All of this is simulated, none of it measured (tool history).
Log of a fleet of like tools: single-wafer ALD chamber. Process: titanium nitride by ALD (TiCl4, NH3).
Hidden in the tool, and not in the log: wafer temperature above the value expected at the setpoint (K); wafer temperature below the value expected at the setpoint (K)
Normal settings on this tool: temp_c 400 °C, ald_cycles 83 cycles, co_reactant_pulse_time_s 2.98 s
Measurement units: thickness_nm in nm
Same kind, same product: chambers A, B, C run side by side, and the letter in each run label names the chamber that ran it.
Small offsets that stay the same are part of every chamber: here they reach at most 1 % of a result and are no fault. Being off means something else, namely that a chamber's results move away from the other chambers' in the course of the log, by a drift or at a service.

run	hour	temp_c	ald_cycles	co_reactant_pulse_time_s	hours since the last thermocouple change	read-back reference wafer on the same gauge, thickness_nm	thickness_nm
1C	16.3	400	83	2.98	590.0	1.7002	1.8623
2A	28.5	400	83	2.98	1558.4	1.7006	1.8497
3B	35.8	400	83	2.98	622.0	1.7010	1.8403
4A	50.7	400	83	2.98	1580.6	1.7011	1.8485
5C	62.8	400	83	2.98	636.5	1.7012	1.8638
6B	78.7	400	83	2.98	664.9	1.7010	1.8449
7B	90.4	400	83	2.98	676.6	1.7015	1.8415
8A	102.2	400	91	3.43	1632.1	1.7022	2.0369
9C	110.6	400	91	3.43	684.3	1.7016	2.0523
10B	119.4	400	91	3.43	705.6	1.7024	2.0333
11C	127.8	400	83	2.98	701.5	1.7022	1.8680
12A	137.8	400	83	2.98	1667.7	1.7021	1.8531
13B	149.8	400	83	2.98	736.0	1.7026	1.8454
14A	164.2	400	83	2.98	1694.1	1.7026	1.8510
15C	175.1	400	83	2.98	748.8	1.7033	1.8677
16B	182.7	411	83	3.68	768.9	1.7029	1.8584
17C	195.4	411	83	3.68	769.1	1.7033	1.8817
18A	209.3	411	83	3.68	1739.2	1.7032	1.8634
19B	216.5	400	83	2.98	802.7	1.7036	1.8454
20C	232.6	400	83	2.98	806.3	1.7037	1.8664
21A	248.9	400	83	2.98	1778.8	1.7039	1.8508
22C	264.5	400	83	2.98	838.2	1.7049	1.8702
23A	277.6	408	83	2.40	1807.5	1.7047	1.8444
24B	289.3	408	83	2.40	875.5	1.7051	1.8340
25B	296.9	408	83	2.40	883.1	1.7050	1.8351
26A	306.8	415	83	2.98	1836.7	1.7049	1.8607
27C	319.4	415	83	2.98	893.1	1.7055	1.8761
28C	332.6	415	83	2.98	906.3	1.7056	1.8766
29A	344.9	400	83	2.98	1874.8	1.7059	1.8556
30B	359.8	400	83	2.98	946.0	1.7063	1.8471
31B	367.3	400	83	2.98	953.5	1.7065	1.8486
32A	377.3	400	83	2.98	1907.2	1.7065	1.8583
33C	386.9	400	83	2.98	960.6	1.7064	1.8715
34C	396.4	400	83	2.98	970.1	1.7070	1.8709
# hour 402.4: chamber A: thermocouple changed; heater temperature recalibrated
35B	403.8	400	83	2.98	990.0	1.7065	1.8469
36A	411.8	400	83	2.98	9.5	1.7074	1.8567
37B	426.5	400	94	1.90	1012.7	1.7071	2.0559
38C	435.0	400	94	1.90	1008.7	1.7072	2.0882

All 3 chambers run these settings next. Forecast each chamber's results:
39A	447.0	400	83	2.98			?
39B	447.0	400	83	2.98			?
39C	447.0	400	83	2.98			?

run	thickness_nm
39A	1.8580
39B	1.8504
39C	1.8749

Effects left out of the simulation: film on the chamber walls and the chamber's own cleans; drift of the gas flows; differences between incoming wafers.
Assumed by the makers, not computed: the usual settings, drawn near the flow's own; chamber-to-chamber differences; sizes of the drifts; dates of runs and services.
